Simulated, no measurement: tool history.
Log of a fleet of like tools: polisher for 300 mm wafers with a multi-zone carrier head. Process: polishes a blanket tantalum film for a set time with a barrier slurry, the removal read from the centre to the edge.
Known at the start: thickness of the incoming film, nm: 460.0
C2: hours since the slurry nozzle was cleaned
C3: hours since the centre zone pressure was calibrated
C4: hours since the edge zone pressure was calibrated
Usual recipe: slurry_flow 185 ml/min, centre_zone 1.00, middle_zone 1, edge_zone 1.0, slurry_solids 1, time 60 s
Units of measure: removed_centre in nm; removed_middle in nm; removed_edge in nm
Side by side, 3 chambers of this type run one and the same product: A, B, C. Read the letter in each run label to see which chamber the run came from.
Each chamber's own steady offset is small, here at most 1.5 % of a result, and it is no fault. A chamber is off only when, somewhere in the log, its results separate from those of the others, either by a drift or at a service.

{"run": "1B", "hour": 6.1, "slurry_flow": 185, "centre_zone": 1.0, "middle_zone": 1, "edge_zone": 1.0, "slurry_solids": 1, "time": 60, "wafers polished on this pad": 711, "C2": 242.0, "C3": 383.5, "C4": 1202.1, "removed_centre": 75.254, "removed_middle": 75.822, "removed_edge": 74.389}
{"run": "2A", "hour": 10.9, "slurry_flow": 185, "centre_zone": 1.0, "middle_zone": 1, "edge_zone": 1.0, "slurry_solids": 1, "time": 60, "wafers polished on this pad": 892, "C2": 147.7, "C3": 707.7, "C4": 56.1, "removed_centre": 75.252, "removed_middle": 74.411, "removed_edge": 75.512}
{"run": "3C", "hour": 15.2, "slurry_flow": 185, "centre_zone": 1.0, "middle_zone": 1, "edge_zone": 1.0, "slurry_solids": 1, "time": 60, "wafers polished on this pad": 427, "C2": 312.1, "C3": 432.8, "C4": 76.8, "removed_centre": 75.881, "removed_middle": 75.961, "removed_edge": 76.217}
{"run": "4B", "hour": 22.9, "slurry_flow": 185, "centre_zone": 1.0, "middle_zone": 1, "edge_zone": 1.0, "slurry_solids": 1, "time": 60, "wafers polished on this pad": 815, "C2": 258.8, "C3": 400.3, "C4": 1218.9, "removed_centre": 73.805, "removed_middle": 74.615, "removed_edge": 73.864}
{"run": "5C", "hour": 30.1, "slurry_flow": 185, "centre_zone": 1.0, "middle_zone": 1, "edge_zone": 1.0, "slurry_solids": 1, "time": 60, "wafers polished on this pad": 519, "C2": 327.0, "C3": 447.7, "C4": 91.7, "removed_centre": 77.536, "removed_middle": 77.131, "removed_edge": 75.414}
{"run": "6A", "hour": 33.7, "slurry_flow": 185, "centre_zone": 1.0, "middle_zone": 1, "edge_zone": 1.0, "slurry_solids": 1, "time": 60, "wafers polished on this pad": 1033, "C2": 170.5, "C3": 730.5, "C4": 78.9, "removed_centre": 75.413, "removed_middle": 74.87, "removed_edge": 76.619}
{"hour": 33.9, "done": "chamber C: worn pad replaced by a new one"}
{"run": "7A", "hour": 37.7, "slurry_flow": 185, "centre_zone": 1.0, "middle_zone": 1, "edge_zone": 1.0, "slurry_solids": 1, "time": 60, "wafers polished on this pad": 1058, "C2": 174.5, "C3": 734.5, "C4": 82.9, "removed_centre": 74.742, "removed_middle": 74.463, "removed_edge": 75.576}
{"run": "8B", "hour": 42.3, "slurry_flow": 205, "centre_zone": 1.0, "middle_zone": 1, "edge_zone": 1.0, "slurry_solids": 1, "time": 60, "wafers polished on this pad": 935, "C2": 278.2, "C3": 419.7, "C4": 1238.3, "removed_centre": 77.712, "removed_middle": 77.671, "removed_edge": 75.445}
{"run": "9C", "hour": 48.7, "slurry_flow": 205, "centre_zone": 1.0, "middle_zone": 1, "edge_zone": 1.0, "slurry_solids": 1, "time": 60, "wafers polished on this pad": 91, "C2": 345.6, "C3": 466.3, "C4": 110.3, "removed_centre": 77.062, "removed_middle": 78.684, "removed_edge": 76.132}
{"run": "10B", "hour": 55.5, "slurry_flow": 205, "centre_zone": 1.0, "middle_zone": 1, "edge_zone": 1.0, "slurry_solids": 1, "time": 60, "wafers polished on this pad": 1017, "C2": 291.4, "C3": 432.9, "C4": 1251.5, "removed_centre": 75.185, "removed_middle": 78.22, "removed_edge": 74.72}
{"run": "11A", "hour": 59.7, "slurry_flow": 185, "centre_zone": 1.0, "middle_zone": 1, "edge_zone": 1.0, "slurry_solids": 1, "time": 60, "wafers polished on this pad": 1194, "C2": 196.5, "C3": 756.5, "C4": 104.9, "removed_centre": 75.328, "removed_middle": 74.613, "removed_edge": 74.512}
{"hour": 61.5, "done": "chamber A: worn pad replaced by a new one"}
{"run": "12C", "hour": 67.8, "slurry_flow": 185, "centre_zone": 1.0, "middle_zone": 1, "edge_zone": 1.0, "slurry_solids": 1, "time": 60, "wafers polished on this pad": 210, "C2": 364.7, "C3": 485.4, "C4": 129.4, "removed_centre": 75.5, "removed_middle": 76.973, "removed_edge": 75.333}
{"hour": 71.7, "done": "chamber B: worn pad replaced by a new one"}
{"run": "13A", "hour": 72.6, "slurry_flow": 245, "centre_zone": 0.93, "middle_zone": 1, "edge_zone": 1.0, "slurry_solids": 1, "time": 60, "wafers polished on this pad": 69, "C2": 209.4, "C3": 769.4, "C4": 117.8, "removed_centre": 72.101, "removed_middle": 77.727, "removed_edge": 77.263}
{"run": "14B", "hour": 79.4, "slurry_flow": 245, "centre_zone": 0.93, "middle_zone": 1, "edge_zone": 1.0, "slurry_solids": 1, "time": 60, "wafers polished on this pad": 47, "C2": 315.3, "C3": 456.8, "C4": 1275.4, "removed_centre": 72.37, "removed_middle": 77.778, "removed_edge": 76.43}
{"run": "15C", "hour": 85.1, "slurry_flow": 245, "centre_zone": 0.93, "middle_zone": 1, "edge_zone": 1.0, "slurry_solids": 1, "time": 60, "wafers polished on this pad": 317, "C2": 382.0, "C3": 502.7, "C4": 146.7, "removed_centre": 73.097, "removed_middle": 79.244, "removed_edge": 77.34}
{"run": "16A", "hour": 90.5, "slurry_flow": 185, "centre_zone": 1.0, "middle_zone": 1, "edge_zone": 1.0, "slurry_solids": 1, "time": 60, "wafers polished on this pad": 180, "C2": 227.3, "C3": 787.3, "C4": 135.7, "removed_centre": 73.788, "removed_middle": 74.187, "removed_edge": 75.682}
{"run": "17B", "hour": 97.4, "slurry_flow": 185, "centre_zone": 1.0, "middle_zone": 1, "edge_zone": 1.0, "slurry_solids": 1, "time": 60, "wafers polished on this pad": 159, "C2": 333.3, "C3": 474.8, "C4": 1293.4, "removed_centre": 74.194, "removed_middle": 73.397, "removed_edge": 75.05}
{"hour": 100.5, "done": "chamber C: centre zone pressure recalibrated"}
{"run": "18C", "hour": 101.1, "slurry_flow": 185, "centre_zone": 1.0, "middle_zone": 1, "edge_zone": 1.0, "slurry_solids": 1, "time": 60, "wafers polished on this pad": 416, "C2": 398.0, "C3": 0.6, "C4": 162.7, "removed_centre": 74.383, "removed_middle": 75.43, "removed_edge": 75.313}
{"run": "19B", "hour": 105.5, "slurry_flow": 185, "centre_zone": 1.0, "middle_zone": 1, "edge_zone": 1.0, "slurry_solids": 1, "time": 60, "wafers polished on this pad": 209, "C2": 341.4, "C3": 482.9, "C4": 1301.5, "removed_centre": 73.941, "removed_middle": 76.762, "removed_edge": 74.834}
{"run": "20A", "hour": 109.3, "slurry_flow": 185, "centre_zone": 1.0, "middle_zone": 1, "edge_zone": 1.0, "slurry_solids": 1, "time": 60, "wafers polished on this pad": 296, "C2": 246.1, "C3": 806.1, "C4": 154.5, "removed_centre": 72.531, "removed_middle": 76.547, "removed_edge": 75.946}
{"run": "21C", "hour": 114.8, "slurry_flow": 185, "centre_zone": 1.0, "middle_zone": 1, "edge_zone": 1.0, "slurry_solids": 1, "time": 60, "wafers polished on this pad": 501, "C2": 411.7, "C3": 14.3, "C4": 176.4, "removed_centre": 75.175, "removed_middle": 76.945, "removed_edge": 75.817}
{"run": "22C", "hour": 121.1, "slurry_flow": 185, "centre_zone": 1.0, "middle_zone": 1, "edge_zone": 1.0, "slurry_solids": 1, "time": 60, "wafers polished on this pad": 540, "C2": 418.0, "C3": 20.6, "C4": 182.7, "removed_centre": 76.475, "removed_middle": 74.856, "removed_edge": 74.926}
{"run": "23B", "hour": 125.5, "slurry_flow": 185, "centre_zone": 1.0, "middle_zone": 1, "edge_zone": 1.0, "slurry_solids": 1, "time": 60, "wafers polished on this pad": 333, "C2": 361.4, "C3": 502.9, "C4": 1321.5, "removed_centre": 75.821, "removed_middle": 74.793, "removed_edge": 74.924}
{"hour": 127.1, "done": "chamber B: edge zone pressure recalibrated"}
{"hour": 130.6, "done": "chamber C: worn pad replaced by a new one"}
{"run": "24A", "hour": 131.6, "slurry_flow": 185, "centre_zone": 1.0, "middle_zone": 1, "edge_zone": 1.0, "slurry_solids": 1, "time": 60, "wafers polished on this pad": 434, "C2": 268.4, "C3": 828.4, "C4": 176.8, "removed_centre": 71.427, "removed_middle": 77.045, "removed_edge": 74.886}
{"run": "25A", "hour": 138.0, "slurry_flow": 185, "centre_zone": 1.0, "middle_zone": 1, "edge_zone": 1.0, "slurry_solids": 1, "time": 79, "wafers polished on this pad": 474, "C2": 274.8, "C3": 834.8, "C4": 183.2, "removed_centre": 92.143, "removed_middle": 100.59, "removed_edge": 98.81}
{"run": "26C", "hour": 141.8, "slurry_flow": 185, "centre_zone": 1.0, "middle_zone": 1, "edge_zone": 1.0, "slurry_solids": 1, "time": 79, "wafers polished on this pad": 69, "C2": 438.7, "C3": 41.3, "C4": 203.4, "removed_centre": 103.3, "removed_middle": 101.13, "removed_edge": 101.62}
{"hour": 145.0, "done": "chamber B: slurry nozzle cleaned"}
{"run": "27B", "hour": 147.7, "slurry_flow": 185, "centre_zone": 1.0, "middle_zone": 1, "edge_zone": 1.0, "slurry_solids": 1, "time": 79, "wafers polished on this pad": 470, "C2": 2.7, "C3": 525.1, "C4": 20.6, "removed_centre": 98.832, "removed_middle": 96.612, "removed_edge": 99.12}
{"run": "28A", "hour": 153.8, "slurry_flow": 185, "centre_zone": 1.0, "middle_zone": 1, "edge_zone": 1.0, "slurry_solids": 1, "time": 60, "wafers polished on this pad": 572, "C2": 290.6, "C3": 850.6, "C4": 199.0, "removed_centre": 70.812, "removed_middle": 75.059, "removed_edge": 75.593}
{"run": "29C", "hour": 159.6, "slurry_flow": 185, "centre_zone": 1.0, "middle_zone": 1, "edge_zone": 1.0, "slurry_solids": 1, "time": 45, "wafers polished on this pad": 179, "C2": 456.5, "C3": 59.1, "C4": 221.2, "removed_centre": 56.878, "removed_middle": 57.077, "removed_edge": 56.995}
{"run": "30B", "hour": 163.6, "slurry_flow": 185, "centre_zone": 1.0, "middle_zone": 1, "edge_zone": 1.0, "slurry_solids": 1, "time": 45, "wafers polished on this pad": 569, "C2": 18.6, "C3": 541.0, "C4": 36.5, "removed_centre": 55.727, "removed_middle": 55.9, "removed_edge": 55.59}
{"run": "31B", "hour": 168.6, "slurry_flow": 185, "centre_zone": 1.0, "middle_zone": 1, "edge_zone": 1.0, "slurry_solids": 1, "time": 45, "wafers polished on this pad": 600, "C2": 23.6, "C3": 546.0, "C4": 41.5, "removed_centre": 55.093, "removed_middle": 57.014, "removed_edge": 56.679}
{"run": "32A", "hour": 176.5, "slurry_flow": 185, "centre_zone": 1.0, "middle_zone": 1, "edge_zone": 1.0, "slurry_solids": 1, "time": 60, "wafers polished on this pad": 712, "C2": 313.3, "C3": 873.3, "C4": 221.7, "removed_centre": 68.336, "removed_middle": 76.986, "removed_edge": 75.234}
{"run": "33C", "hour": 182.2, "slurry_flow": 185, "centre_zone": 1.0, "middle_zone": 1, "edge_zone": 1.0, "slurry_solids": 1, "time": 60, "wafers polished on this pad": 319, "C2": 479.1, "C3": 81.7, "C4": 243.8, "removed_centre": 76.094, "removed_middle": 77.481, "removed_edge": 75.748}
{"run": "34C", "hour": 186.7, "slurry_flow": 185, "centre_zone": 1.0, "middle_zone": 1, "edge_zone": 1.0, "slurry_solids": 1, "time": 60, "wafers polished on this pad": 347, "C2": 483.6, "C3": 86.2, "C4": 248.3, "removed_centre": 76.777, "removed_middle": 74.962, "removed_edge": 75.597}
{"run": "35A", "hour": 191.5, "slurry_flow": 185, "centre_zone": 1.0, "middle_zone": 1, "edge_zone": 1.0, "slurry_solids": 1, "time": 60, "wafers polished on this pad": 805, "C2": 328.3, "C3": 888.3, "C4": 236.7, "removed_centre": 66.002, "removed_middle": 76.341, "removed_edge": 75.94}
{"run": "36B", "hour": 197.8, "slurry_flow": 185, "centre_zone": 1.0, "middle_zone": 1, "edge_zone": 1.0, "slurry_solids": 1, "time": 60, "wafers polished on this pad": 780, "C2": 52.8, "C3": 575.2, "C4": 70.7, "removed_centre": 75.731, "removed_middle": 77.732, "removed_edge": 74.61}
{"run": "37C", "hour": 204.4, "slurry_flow": 185, "centre_zone": 1.0, "middle_zone": 1, "edge_zone": 1.0, "slurry_solids": 1, "time": 60, "wafers polished on this pad": 457, "C2": 501.3, "C3": 103.9, "C4": 266.0, "removed_centre": 75.358, "removed_middle": 75.772, "removed_edge": 75.545}
{"run": "38A", "hour": 212.4, "slurry_flow": 185, "centre_zone": 1.0, "middle_zone": 1, "edge_zone": 1.0, "slurry_solids": 1, "time": 60, "wafers polished on this pad": 934, "C2": 349.2, "C3": 909.2, "C4": 257.6, "removed_centre": 66.897, "removed_middle": 75.506, "removed_edge": 75.464}

What goes on in this fleet: one chamber off, a drifting gauge, or nothing beyond the chambers' own small offsets? Name the chamber and the cause, if any.

It is chamber A that slowly wanders off from its peers.
Cause: centre zone's pressure below its setpoint, % = 11.5.

Chamber A could run next with any of the 4 candidate recipes listed below; each alters the usual settings, and their results appear as question marks. Which one brings its results back in line with what the other chambers deliver on the usual settings?
In-line tolerance around the mean of the other chambers on the usual settings: removed_centre 3.300 nm; removed_middle 3.800 nm; removed_edge 1.900 nm
{"run": "39A-1", "hour": 218.2, "slurry_flow": 170, "centre_zone": 0.83, "middle_zone": 1.02, "edge_zone": 1.07, "slurry_solids": 1, "time": 59, "removed_centre": "?", "removed_middle": "?", "removed_edge": "?"}
{"run": "39A-2", "hour": 218.2, "slurry_flow": 195, "centre_zone": 1.1, "middle_zone": 0.99, "edge_zone": 0.96, "slurry_solids": 1, "time": 61, "removed_centre": "?", "removed_middle": "?", "removed_edge": "?"}
{"run": "39A-3", "hour": 218.2, "slurry_flow": 200, "centre_zone": 1.17, "middle_zone": 0.97, "edge_zone": 0.92, "slurry_solids": 1, "time": 62, "removed_centre": "?", "removed_middle": "?", "removed_edge": "?"}
{"run": "39A-4", "hour": 218.2, "slurry_flow": 175, "centre_zone": 0.9, "middle_zone": 1.01, "edge_zone": 1.04, "slurry_solids": 1, "time": 59, "removed_centre": "?", "removed_middle": "?", "removed_edge": "?"}

Mean of the other chambers on the usual settings: removed_centre 74.920 nm; removed_middle 75.906 nm; removed_edge 75.034 nm
run=39A-1 removed_centre=51.658 removed_middle=74.301 removed_edge=76.289
run=39A-2 removed_centre=74.560 removed_middle=76.228 removed_edge=75.618
run=39A-3 removed_centre=81.336 removed_middle=76.277 removed_edge=75.405
run=39A-4 removed_centre=56.822 removed_middle=73.948 removed_edge=75.384
The right change is 39A-2: it brings the chamber back within the allowed miss of the others.

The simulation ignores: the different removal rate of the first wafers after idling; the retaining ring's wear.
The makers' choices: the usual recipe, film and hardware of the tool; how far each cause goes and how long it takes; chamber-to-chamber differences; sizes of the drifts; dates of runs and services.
